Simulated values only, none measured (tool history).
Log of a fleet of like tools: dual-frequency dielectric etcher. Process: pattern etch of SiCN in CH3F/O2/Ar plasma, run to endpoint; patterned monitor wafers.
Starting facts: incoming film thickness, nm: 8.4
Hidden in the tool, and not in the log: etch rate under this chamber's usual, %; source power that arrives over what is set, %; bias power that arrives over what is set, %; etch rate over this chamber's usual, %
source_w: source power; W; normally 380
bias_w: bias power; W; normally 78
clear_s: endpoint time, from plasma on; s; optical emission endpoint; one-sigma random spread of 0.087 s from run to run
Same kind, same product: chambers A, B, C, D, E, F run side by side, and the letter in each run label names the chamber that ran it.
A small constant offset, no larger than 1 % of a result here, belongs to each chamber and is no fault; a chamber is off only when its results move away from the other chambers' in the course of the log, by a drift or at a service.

run   hour  source_w  bias_w  hours since the last wet clean  hours since the last source power generator calibration  hours since the last bias power generator calibration  clear_s
 1B    9.7       380      78                            69.7                                                    434.3                                                  696.1   22.282
 2C   24.8       380      78                           467.2                                                    339.2                                                 1793.2   22.369
 3A   33.3       380      78                           398.5                                                   2135.0                                                 1081.1   22.297
 4D   47.5       380      78                            93.4                                                   1776.6                                                 2227.9   22.417
 5F   61.2       380      78                           335.1                                                   1904.0                                                 5219.1   22.125
 6E   70.2       380      78                           219.7                                                   2655.8                                                 1579.1   22.395
 7B   83.7       380      78                           143.7                                                    508.3                                                  770.1   22.290
 8E   91.7       380      78                           241.2                                                   2677.3                                                 1600.6   22.380
 9D  103.7       440      59                           149.6                                                   1832.8                                                 2284.1   23.332
10F  117.8       440      59                           391.7                                                   1960.6                                                 5275.7   23.146
11A  128.2       440      59                           493.4                                                   2229.9                                                 1176.0   23.204
12C  140.4       440      59                           582.8                                                    454.8                                                 1908.8   23.108
13C  152.6       440      59                           595.0                                                    467.0                                                 1921.0   23.344
14B  160.2       440      59                           220.2                                                    584.8                                                  846.6   23.241
15F  174.5       380      78                           448.4                                                   2017.3                                                 5332.4   22.152
16E  184.9       380      78                           334.4                                                   2770.5                                                 1693.8   22.327
     194.2  -- chamber A: wet clean of the chamber
17D  194.5       380      78                           240.4                                                   1923.6                                                 2374.9   22.179
18A  203.4       380      78                             9.3                                                   2305.1                                                 1251.2   23.588
19A  211.4       380      78                            17.3                                                   2313.1                                                 1259.2   23.497
20C  223.6       380      78                           666.0                                                    538.0                                                 1992.0   22.250
21E  233.6       380      78                           383.1                                                   2819.2                                                 1742.5   22.472
22D  245.8       380      78                           291.7                                                   1974.9                                                 2426.2   22.327
     251.3  -- chamber E: wet clean of the chamber
23B  252.7       380      78                           312.7                                                    677.3                                                  939.1   22.308
     262.2  -- chamber C: wet clean of the chamber
24F  265.2       380      78                           539.1                                                   2108.0                                                 5423.1   22.054
25E  278.3       380      78                            27.1                                                   2863.9                                                 1787.2   22.378
     286.0  -- chamber B: wet clean of the chamber
26A  293.0       380      78                            98.9                                                   2394.7                                                 1340.8   23.565
27D  301.8       380      78                           347.7                                                   2030.9                                                 2482.2   22.246
28F  310.1       380      78                           584.0                                                   2152.9                                                 5468.0   22.251
29C  318.1       380      78                            55.9                                                    632.5                                                 2086.5   22.331
30B  326.8       380      61                            40.9                                                    751.4                                                 1013.2   24.307
31B  339.1       380      61                            53.2                                                    763.7                                                 1025.5   24.277
32F  349.0       380      61                           622.9                                                   2191.8                                                 5506.9   24.027
33A  363.1       380      61                           169.0                                                   2464.8                                                 1410.9   25.692
34D  373.0       380      61                           418.9                                                   2102.1                                                 2553.4   24.282
35C  388.3       380      61                           126.1                                                    702.7                                                 2156.7   24.262
     391.8  -- chamber D: wet clean of the chamber
36E  402.4       380      78                           151.2                                                   2988.0                                                 1911.3   22.400
37C  410.4       380      78                           148.2                                                    724.8                                                 2178.8   22.305
38E  418.5       380      78                           167.3                                                   3004.1                                                 1927.4   22.490
39B  430.7       380      60                           144.8                                                    855.3                                                 1117.1   24.456
40A  443.0       380      60                           248.9                                                   2544.7                                                 1490.8   25.855
41D  453.6       380      60                            61.9                                                   2182.7                                                 2634.0   24.442

Which is it: a chamber that has drifted or been left off by a service, a gauge drift common to all chambers, or only each chamber's usual small offset? If a chamber is off, name it and its likeliest cause.

A service on chamber A put it out of line with the rest.
What lies behind it: etch rate under this chamber's usual, % = 5.26.

Chamber A could run next with any of the 4 candidate recipes listed below; each alters the usual settings, and their results appear as question marks. Which one brings its results back in line with what the other chambers deliver on the usual settings?
In line here means within this much of the mean the other chambers give on the usual settings: clear_s 0.310 s
42A-1  464.5       380      66                                                                                                                                                        ?
42A-2  464.5       390      81                                                                                                                                                        ?
42A-3  464.5       370      75                                                                                                                                                        ?
42A-4  464.5       410      84                                                                                                                                                        ?

Mean of the other chambers on the usual settings: clear_s 22.286 s
  run  clear_s
42A-1   25.090
42A-2   23.077
42A-3   24.208
42A-4   22.349
42A-4 puts the chamber back in line with the other chambers.
